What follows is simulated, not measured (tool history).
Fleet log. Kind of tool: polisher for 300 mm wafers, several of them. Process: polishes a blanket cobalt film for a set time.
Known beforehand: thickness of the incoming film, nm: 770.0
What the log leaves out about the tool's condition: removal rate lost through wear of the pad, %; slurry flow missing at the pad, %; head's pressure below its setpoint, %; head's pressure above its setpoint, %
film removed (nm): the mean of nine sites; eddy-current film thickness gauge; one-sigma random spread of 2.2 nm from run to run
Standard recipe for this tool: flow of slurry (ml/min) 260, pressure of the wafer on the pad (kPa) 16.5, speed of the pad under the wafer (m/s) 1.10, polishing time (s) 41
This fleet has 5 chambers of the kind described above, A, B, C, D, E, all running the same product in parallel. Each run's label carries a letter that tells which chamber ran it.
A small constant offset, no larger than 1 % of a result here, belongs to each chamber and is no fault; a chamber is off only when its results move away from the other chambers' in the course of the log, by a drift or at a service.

run   hour  flow of slurry (ml/min)  pressure of the wafer on the pad (kPa)  speed of the pad under the wafer (m/s)  polishing time (s)  wafers polished on this pad  hours since the slurry nozzle was cleaned  hours since the head pressure was calibrated  film removed (nm)
 1B   10.8                      260                                    16.5                                    1.10                  41                          348                                      224.6                                         245.9             276.07
 2A   18.1                      260                                    16.5                                    1.10                  41                          461                                      608.2                                         792.1             280.89
 3E   23.2                      260                                    16.5                                    1.10                  41                          514                                      589.2                                         121.3             274.43
      27.6  -- chamber A: head pressure recalibrated
      29.5  -- chamber C: head pressure recalibrated
 4C   31.6                      260                                    16.5                                    1.10                  41                          961                                      759.2                                           2.2             277.84
 5D   38.6                      260                                    21.4                                    1.10                  41                          518                                      157.8                                         779.1             360.06
 6A   47.4                      260                                    21.4                                    1.10                  41                          686                                      637.5                                          19.8             357.91
      49.4  -- chamber B: slurry nozzle cleaned
 7E   53.4                      260                                    21.4                                    1.10                  41                          745                                      619.4                                         151.5             353.91
 8B   64.5                      260                                    21.4                                    1.10                  41                          760                                       15.2                                         299.6             360.96
 9C   70.3                      260                                    21.4                                    1.10                  41                         1257                                      797.9                                          40.9             353.77
10D   78.7                      260                                    16.5                                    1.10                  41                          825                                      197.9                                         819.2             279.44
11A   86.5                      260                                    16.5                                    1.10                  41                          985                                      676.6                                          58.9             281.19
      87.5  -- chamber A: slurry nozzle cleaned
12E   93.6                      260                                    16.5                                    1.10                  41                         1053                                      659.6                                         191.7             277.04
13B  100.6                      260                                    16.5                                    1.10                  41                         1036                                       51.3                                         335.7             280.03
     102.5  -- chamber B: worn pad replaced by a new one
14D  108.4                      260                                    16.5                                    1.10                  41                         1052                                      227.6                                         848.9             277.67
15C  116.3                      260                                    16.5                                    1.10                  41                         1610                                      843.9                                          86.9             272.92
16E  121.9                      260                                    16.5                                    1.10                  41                         1270                                      687.9                                         220.0             277.76
     129.1  -- chamber C: slurry nozzle cleaned
     129.2  -- chamber E: worn pad replaced by a new one
17C  132.3                      260                                    16.5                                    1.10                  41                         1732                                        3.3                                         102.9             272.64
     134.0  -- chamber A: worn pad replaced by a new one
18D  138.5                      260                                    16.5                                    1.10                  41                         1283                                      257.7                                         879.0             280.58
     145.2  -- chamber D: worn pad replaced by a new one
19B  148.0                      260                                    16.5                                    1.10                  41                          348                                       98.7                                         383.1             275.57
     155.6  -- chamber D: slurry nozzle cleaned
20A  157.6                      260                                    16.5                                    1.10                  41                          181                                       70.1                                         130.0             280.48
21D  166.3                      260                                    16.5                                    1.10                  41                          161                                       10.7                                         906.8             278.51
22C  173.1                      260                                    16.5                                    1.10                  41                         2045                                       44.1                                         143.7             270.04
23B  184.1                      260                                    16.5                                    1.10                  41                          625                                      134.8                                         419.2             277.87
24E  192.9                      260                                    16.5                                    1.10                  33                          488                                      758.9                                         291.0             221.85
     194.9  -- chamber E: head pressure recalibrated
25A  202.2                      260                                    16.5                                    1.10                  33                          523                                      114.7                                         174.6             224.29
26E  211.0                      260                                    16.5                                    1.10                  33                          627                                      777.0                                          16.2             220.06
27A  221.3                      260                                    16.5                                    1.10                  33                          669                                      133.8                                         193.7             222.73
28C  231.2                      260                                    16.5                                    1.10                  33                         2490                                      102.2                                         201.8             212.81
29D  240.7                      315                                    16.5                                    1.34                  41                          731                                       85.1                                         981.2             352.05
     245.7  -- chamber B: worn pad replaced by a new one
30B  249.7                      315                                    16.5                                    1.34                  41                           31                                      200.4                                         484.8             348.01
31D  255.0                      315                                    16.5                                    1.34                  41                          841                                       99.4                                         995.5             343.76
32B  262.5                      315                                    16.5                                    1.34                  41                          129                                      213.2                                         497.6             341.10
33A  270.4                      315                                    16.5                                    1.34                  41                         1045                                      182.9                                         242.8             349.41

Is one chamber out of step, is the gauge drifting, or do the chambers differ by no more than their own small offsets? For an off chamber, give its letter and the likeliest cause.

It is chamber C that slowly wanders off from its peers.
Cause: removal rate lost through wear of the pad, % = 7.27.
With only this log, it may be confused with: head's pressure below its setpoint, %.

Chamber C could run next with any of the 4 candidate recipes listed below; each alters the usual settings, and their results appear as question marks. Which one brings its results back in line with what the other chambers deliver on the usual settings?
Allowed miss from the other chambers' usual-settings mean, per result, to count as in line: film removed (nm) 7.80
34C-1  278.6                      260                                    16.5                                    1.12                  41                                                                                                                                        ?
34C-2  278.6                      260                                    16.5                                    1.14                  42                                                                                                                                        ?
34C-3  278.6                      260                                    16.5                                    1.10                  38                                                                                                                                        ?
34C-4  278.6                      260                                    16.5                                    1.10                  40                                                                                                                                        ?

On the usual settings, the other chambers give on average: film removed (nm) 277.61
  run  film removed (nm)
34C-1             263.73
34C-2             275.06
34C-3             240.00
34C-4             252.64
Change 34C-2 lands the chamber within the allowed miss of the other chambers.

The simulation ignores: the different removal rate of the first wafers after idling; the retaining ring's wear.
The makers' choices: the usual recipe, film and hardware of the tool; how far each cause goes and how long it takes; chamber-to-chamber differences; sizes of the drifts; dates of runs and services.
